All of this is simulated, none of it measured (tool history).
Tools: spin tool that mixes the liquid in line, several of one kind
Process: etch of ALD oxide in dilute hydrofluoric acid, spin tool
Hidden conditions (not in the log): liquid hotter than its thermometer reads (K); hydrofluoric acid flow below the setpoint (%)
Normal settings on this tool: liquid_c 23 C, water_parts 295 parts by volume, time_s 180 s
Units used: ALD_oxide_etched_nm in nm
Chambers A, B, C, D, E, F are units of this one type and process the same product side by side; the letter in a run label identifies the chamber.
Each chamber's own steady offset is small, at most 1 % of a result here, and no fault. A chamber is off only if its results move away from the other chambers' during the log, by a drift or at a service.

run	hour	liquid_c	water_parts	time_s	hours since the thermometer was replaced	hours since the hydrofluoric acid flow meter was replaced	read-back film thickness of the ALD oxide reference wafer, read on the same gauge (nm)	ALD_oxide_etched_nm
1F	7.0	23	295	180	840.0	1451.4	59.967	8.1032
2B	18.4	23	295	180	657.7	384.7	59.974	8.1972
3C	30.2	23	295	180	2581.0	298.4	60.005	8.2776
4A	38.6	23	295	180	138.1	1916.8	59.995	8.2076
5D	47.4	23	295	180	424.0	1087.4	59.986	8.2692
6E	55.2	23	295	180	103.6	1346.3	59.975	8.2237
# hour 55.9: chamber F: thermometer replaced
7F	63.8	23	295	180	8.0	1508.2	59.986	8.0685
8D	75.5	23	295	180	452.1	1115.5	60.010	8.2165
9C	89.6	23	295	180	2640.4	357.8	60.008	8.1757
10B	102.4	23	295	180	741.7	468.7	60.001	8.2347
11A	115.3	23	295	180	214.8	1993.5	59.992	8.1611
12E	126.6	23	295	180	175.0	1417.7	59.981	8.3868
# hour 132.8: chamber F: hydrofluoric acid flow meter replaced
13B	134.7	23	295	180	774.0	501.0	59.933	8.2788
14F	143.2	23	295	180	87.4	10.4	60.004	8.0682
15C	150.5	23	295	180	2701.3	418.7	60.017	8.1006
16E	162.3	23	295	180	210.7	1453.4	60.003	8.2781
17D	172.6	23	295	180	549.2	1212.6	59.996	8.2185
18A	186.9	23	250	180	286.4	2065.1	59.972	10.1970
19D	198.6	23	250	180	575.2	1238.6	60.004	10.1550
20E	211.5	23	250	180	259.9	1502.6	59.937	9.9606
21B	221.7	23	250	180	861.0	588.0	60.011	10.1120
# hour 226.7: chamber A: hydrofluoric acid flow meter replaced
22A	231.8	23	250	180	331.3	5.2	60.010	10.1920
23F	245.1	23	250	180	189.3	112.3	60.029	10.0030
24C	258.0	23	295	180	2808.8	526.2	59.982	8.0556
25A	264.4	23	295	180	363.9	37.8	59.964	8.2268
26C	274.5	23	295	180	2825.3	542.7	59.951	8.1932
27F	285.1	23	295	180	229.3	152.3	59.968	8.1713
28E	292.2	23	295	180	340.6	1583.3	60.048	7.8813
29B	302.9	23	295	180	942.2	669.2	59.974	8.1176
30D	311.6	23	295	180	688.2	1351.6	60.037	8.2693
31C	320.1	23	295	180	2870.9	588.3	60.027	8.2185
32D	333.8	23	235	180	710.4	1373.8	59.979	11.0670
33A	343.0	23	235	180	442.5	116.4	60.023	11.0610
34B	352.2	23	235	180	991.5	718.5	60.005	10.7620
35F	363.5	23	235	180	307.7	230.7	60.003	11.0240
36E	376.4	23	235	180	424.8	1667.5	60.006	10.2450
37E	383.1	23	235	180	431.5	1674.2	60.011	10.1960
38D	392.9	23	295	180	769.5	1432.9	60.022	8.3420
39F	402.6	23	295	180	346.8	269.8	60.017	8.2676
40A	414.3	21	410	180	513.8	187.7	60.018	5.1098

Does one chamber stand apart from the rest, does the shared gauge drift, or is all well apart from small per-chamber offsets? Give the chamber and the most likely cause, where there is one.

It is chamber E that slowly wanders off from its peers.
Cause: hydrofluoric acid flow below the setpoint (%) = 8.17.
The log may not tell that from: liquid colder than its thermometer reads (K).

Chamber E could run next with any of the 4 candidate recipes listed below; each alters the usual settings, and their results appear as question marks. Which one brings its results back in line with what the other chambers deliver on the usual settings?
In line means no further than this from the other chambers' mean on the usual settings: ALD_oxide_etched_nm 0.2800 nm
41E-1	425.0	23	295	200				?
41E-2	425.0	23	290	185				?
41E-3	425.0	22	295	180				?
41E-4	425.0	23	295	165				?

Usual-settings mean across the other chambers: ALD_oxide_etched_nm 8.2373 nm
run	ALD_oxide_etched_nm
41E-1	8.2932
41E-2	7.8443
41E-3	7.2053
41E-4	6.8419
Change 41E-1 lands the chamber within the allowed miss of the other chambers.

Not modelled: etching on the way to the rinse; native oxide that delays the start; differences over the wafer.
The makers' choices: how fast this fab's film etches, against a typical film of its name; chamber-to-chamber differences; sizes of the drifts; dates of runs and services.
